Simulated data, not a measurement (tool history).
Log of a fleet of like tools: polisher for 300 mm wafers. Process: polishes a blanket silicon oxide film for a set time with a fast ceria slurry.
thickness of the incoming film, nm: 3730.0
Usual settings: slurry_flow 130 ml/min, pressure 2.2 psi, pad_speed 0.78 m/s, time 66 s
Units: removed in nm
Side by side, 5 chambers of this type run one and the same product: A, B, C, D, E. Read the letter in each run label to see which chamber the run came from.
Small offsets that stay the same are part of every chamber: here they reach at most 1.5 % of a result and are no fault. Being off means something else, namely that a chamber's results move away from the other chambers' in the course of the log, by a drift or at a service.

| run | day | slurry_flow | pressure | pad_speed | time | removed |
|---|---|---|---|---|---|---|
| 1B | 0.262 | 130 | 2.2 | 0.78 | 66 | 537.79 |
|  | 0.488 | chamber A: worn pad replaced by a new one |
| 2E | 0.521 | 130 | 2.2 | 0.78 | 66 | 537.56 |
| 3C | 0.775 | 130 | 2.2 | 0.78 | 66 | 523.67 |
| 4D | 0.912 | 130 | 2.2 | 0.78 | 66 | 527.56 |
| 5A | 1.038 | 130 | 2.2 | 0.78 | 66 | 557.19 |
| 6C | 1.254 | 130 | 2.2 | 0.78 | 66 | 523.17 |
| 7A | 1.475 | 130 | 2.2 | 0.78 | 66 | 541.32 |
| 8E | 1.658 | 130 | 2.8 | 0.62 | 66 | 543.87 |
| 9B | 1.879 | 130 | 2.8 | 0.62 | 66 | 535.94 |
|  | 2.067 | chamber A: worn pad replaced by a new one |
| 10D | 2.133 | 130 | 2.8 | 0.62 | 66 | 531.93 |
|  | 2.158 | chamber D: worn pad replaced by a new one |
| 11B | 2.258 | 130 | 2.8 | 0.62 | 66 | 535.01 |
| 12C | 2.500 | 130 | 2.8 | 0.62 | 66 | 527.23 |
|  | 2.654 | chamber E: worn pad replaced by a new one |
| 13A | 2.679 | 130 | 2.2 | 0.78 | 66 | 539.22 |
| 14D | 2.908 | 130 | 2.2 | 0.78 | 66 | 535.88 |
| 15E | 3.038 | 130 | 2.2 | 0.78 | 66 | 541.59 |
| 16D | 3.162 | 130 | 2.2 | 0.78 | 66 | 528.91 |
| 17C | 3.404 | 130 | 2.2 | 0.78 | 66 | 507.74 |
| 18E | 3.542 | 130 | 2.2 | 0.78 | 66 | 536.32 |
| 19A | 3.658 | 130 | 2.2 | 0.78 | 75 | 598.16 |
|  | 3.692 | chamber A: worn pad replaced by a new one |
| 20B | 3.808 | 130 | 2.2 | 0.78 | 75 | 615.99 |
|  | 3.883 | chamber D: head pressure recalibrated |
|  | 3.921 | chamber B: worn pad replaced by a new one |
| 21D | 3.921 | 130 | 2.2 | 0.78 | 75 | 599.58 |
| 22A | 4.058 | 130 | 2.2 | 0.78 | 75 | 622.25 |
| 23E | 4.229 | 130 | 2.2 | 0.78 | 75 | 610.46 |
| 24C | 4.350 | 130 | 2.2 | 0.78 | 66 | 505.06 |
| 25B | 4.546 | 130 | 2.2 | 0.78 | 66 | 542.04 |
| 26C | 4.717 | 130 | 2.2 | 0.78 | 66 | 500.29 |
| 27A | 4.958 | 130 | 2.2 | 0.78 | 66 | 533.58 |
|  | 5.025 | chamber D: slurry nozzle cleaned |
| 28B | 5.212 | 130 | 2.2 | 0.78 | 66 | 535.87 |
|  | 5.246 | chamber C: head pressure recalibrated |
| 29E | 5.388 | 130 | 2.2 | 0.78 | 66 | 538.99 |
|  | 5.400 | chamber A: worn pad replaced by a new one |
| 30D | 5.571 | 130 | 2.2 | 0.78 | 66 | 531.35 |
| 31E | 5.688 | 130 | 2.2 | 0.78 | 66 | 532.37 |
| 32B | 5.808 | 130 | 2.2 | 0.78 | 66 | 530.06 |
| 33C | 5.950 | 130 | 2.2 | 0.78 | 66 | 503.96 |
| 34A | 6.067 | 130 | 2.2 | 0.78 | 66 | 538.01 |
| 35D | 6.275 | 130 | 2.2 | 0.78 | 66 | 537.13 |
| 36A | 6.525 | 175 | 2.2 | 0.78 | 66 | 557.53 |
| 37D | 6.775 | 175 | 2.2 | 0.78 | 66 | 561.26 |
| 38C | 6.912 | 175 | 2.2 | 0.78 | 66 | 522.20 |

Next, every chamber runs the same settings. What will each give?
| 39A | 7.100 | 130 | 2.2 | 0.78 | 66 | ? |
| 39B | 7.100 | 130 | 2.2 | 0.78 | 66 | ? |
| 39C | 7.100 | 130 | 2.2 | 0.78 | 66 | ? |
| 39D | 7.100 | 130 | 2.2 | 0.78 | 66 | ? |
| 39E | 7.100 | 130 | 2.2 | 0.78 | 66 | ? |

| run | removed |
|---|---|
| 39A | 539.56 |
| 39B | 533.36 |
| 39C | 498.22 |
| 39D | 531.62 |
| 39E | 530.74 |
